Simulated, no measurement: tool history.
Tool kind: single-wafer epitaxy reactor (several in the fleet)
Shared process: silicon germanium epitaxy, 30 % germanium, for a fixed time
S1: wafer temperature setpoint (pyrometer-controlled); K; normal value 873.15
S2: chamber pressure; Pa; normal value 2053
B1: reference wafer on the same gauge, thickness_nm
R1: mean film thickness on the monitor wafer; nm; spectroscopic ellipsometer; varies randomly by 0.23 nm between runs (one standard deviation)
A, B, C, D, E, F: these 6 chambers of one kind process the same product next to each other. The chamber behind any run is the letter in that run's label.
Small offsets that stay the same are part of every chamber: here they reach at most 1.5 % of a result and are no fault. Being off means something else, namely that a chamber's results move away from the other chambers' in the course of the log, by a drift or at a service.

{"run": "1E", "hour": 5.3, "S1": 873.15, "S2": 2053, "B1": 48.814, "R1": 52.895}
{"run": "2C", "hour": 12.8, "S1": 873.15, "S2": 2053, "B1": 48.819, "R1": 52.931}
{"run": "3F", "hour": 17.9, "S1": 873.15, "S2": 2053, "B1": 48.806, "R1": 53.317}
{"run": "4A", "hour": 27.6, "S1": 873.15, "S2": 2053, "B1": 48.808, "R1": 53.716}
{"run": "5B", "hour": 34.4, "S1": 873.15, "S2": 2053, "B1": 48.827, "R1": 52.571}
{"run": "6D", "hour": 45.0, "S1": 873.15, "S2": 2053, "B1": 48.747, "R1": 53.086}
{"run": "7C", "hour": 54.0, "S1": 866.15, "S2": 2240, "B1": 48.838, "R1": 48.429}
{"run": "8A", "hour": 59.1, "S1": 866.15, "S2": 2240, "B1": 48.814, "R1": 49.004}
{"run": "9F", "hour": 64.5, "S1": 866.15, "S2": 2240, "B1": 48.793, "R1": 48.513}
{"hour": 67.2, "done": "chamber E: pyrometer calibrated"}
{"run": "10E", "hour": 71.5, "S1": 866.15, "S2": 2240, "B1": 48.768, "R1": 48.428}
{"run": "11D", "hour": 77.4, "S1": 866.15, "S2": 2240, "B1": 48.803, "R1": 48.494}
{"run": "12B", "hour": 82.9, "S1": 866.15, "S2": 2240, "B1": 48.818, "R1": 47.808}
{"run": "13E", "hour": 93.8, "S1": 861.15, "S2": 2053, "B1": 48.739, "R1": 42.209}
{"run": "14F", "hour": 105.1, "S1": 861.15, "S2": 2053, "B1": 48.771, "R1": 42.912}
{"run": "15A", "hour": 116.4, "S1": 861.15, "S2": 2053, "B1": 48.791, "R1": 42.982}
{"run": "16B", "hour": 125.3, "S1": 861.15, "S2": 2053, "B1": 48.759, "R1": 41.889}
{"run": "17D", "hour": 132.5, "S1": 861.15, "S2": 2053, "B1": 48.767, "R1": 42.53}
{"run": "18C", "hour": 141.0, "S1": 861.15, "S2": 2053, "B1": 48.782, "R1": 42.172}
{"run": "19C", "hour": 146.0, "S1": 873.15, "S2": 2053, "B1": 48.801, "R1": 52.744}
{"run": "20E", "hour": 155.3, "S1": 865.15, "S2": 2493, "B1": 48.812, "R1": 49.587}
{"hour": 159.9, "done": "chamber B: capacitance manometer re-zeroed and calibrated"}
{"run": "21B", "hour": 165.0, "S1": 865.15, "S2": 2493, "B1": 48.829, "R1": 48.164}
{"run": "22A", "hour": 175.7, "S1": 865.15, "S2": 2493, "B1": 48.805, "R1": 49.739}
{"run": "23D", "hour": 184.7, "S1": 865.15, "S2": 2493, "B1": 48.761, "R1": 49.939}
{"run": "24F", "hour": 191.7, "S1": 865.15, "S2": 2493, "B1": 48.787, "R1": 49.564}
{"hour": 202.0, "done": "chamber E: capacitance manometer re-zeroed and calibrated"}
{"run": "25E", "hour": 202.2, "S1": 865.15, "S2": 2493, "B1": 48.775, "R1": 49.268}
{"run": "26D", "hour": 212.7, "S1": 861.15, "S2": 2053, "B1": 48.852, "R1": 42.491}
{"hour": 218.8, "done": "chamber C: pyrometer calibrated"}
{"run": "27C", "hour": 218.9, "S1": 861.15, "S2": 2053, "B1": 48.781, "R1": 42.294}
{"run": "28A", "hour": 227.1, "S1": 861.15, "S2": 2053, "B1": 48.832, "R1": 42.845}
{"run": "29B", "hour": 237.1, "S1": 861.15, "S2": 2053, "B1": 48.765, "R1": 40.999}
{"run": "30F", "hour": 242.1, "S1": 861.15, "S2": 2053, "B1": 48.805, "R1": 42.999}
{"run": "31B", "hour": 251.9, "S1": 861.15, "S2": 2053, "B1": 48.815, "R1": 40.91}
{"run": "32C", "hour": 261.7, "S1": 873.15, "S2": 1627, "B1": 48.839, "R1": 47.651}
{"run": "33A", "hour": 269.0, "S1": 873.15, "S2": 1627, "B1": 48.821, "R1": 48.971}
{"run": "34E", "hour": 275.1, "S1": 873.15, "S2": 1627, "B1": 48.873, "R1": 48.308}
{"run": "35D", "hour": 282.8, "S1": 873.15, "S2": 1627, "B1": 48.76, "R1": 48.728}
{"run": "36F", "hour": 290.8, "S1": 873.15, "S2": 1627, "B1": 48.792, "R1": 48.15}
{"run": "37E", "hour": 302.2, "S1": 873.15, "S2": 1627, "B1": 48.79, "R1": 48.52}
{"run": "38F", "hour": 309.6, "S1": 873.15, "S2": 2053, "B1": 48.797, "R1": 53.121}
{"run": "39C", "hour": 316.1, "S1": 873.15, "S2": 2053, "B1": 48.744, "R1": 53.228}
{"run": "40D", "hour": 324.8, "S1": 873.15, "S2": 2053, "B1": 48.795, "R1": 53.057}
{"run": "41A", "hour": 331.3, "S1": 873.15, "S2": 2053, "B1": 48.767, "R1": 53.32}
{"run": "42B", "hour": 339.5, "S1": 868.15, "S2": 2333, "B1": 48.81, "R1": 48.749}
{"run": "43F", "hour": 347.6, "S1": 868.15, "S2": 2333, "B1": 48.816, "R1": 50.996}
{"run": "44A", "hour": 354.3, "S1": 868.15, "S2": 2333, "B1": 48.791, "R1": 51.172}

Predict what each chamber gives when all 6 of them run the settings below next.
{"run": "45A", "hour": 362.5, "S1": 873.15, "S2": 2053, "R1": "?"}
{"run": "45B", "hour": 362.5, "S1": 873.15, "S2": 2053, "R1": "?"}
{"run": "45C", "hour": 362.5, "S1": 873.15, "S2": 2053, "R1": "?"}
{"run": "45D", "hour": 362.5, "S1": 873.15, "S2": 2053, "R1": "?"}
{"run": "45E", "hour": 362.5, "S1": 873.15, "S2": 2053, "R1": "?"}
{"run": "45F", "hour": 362.5, "S1": 873.15, "S2": 2053, "R1": "?"}

run=45A R1=53.308
run=45B R1=50.628
run=45C R1=52.499
run=45D R1=53.064
run=45E R1=52.911
run=45F R1=53.518

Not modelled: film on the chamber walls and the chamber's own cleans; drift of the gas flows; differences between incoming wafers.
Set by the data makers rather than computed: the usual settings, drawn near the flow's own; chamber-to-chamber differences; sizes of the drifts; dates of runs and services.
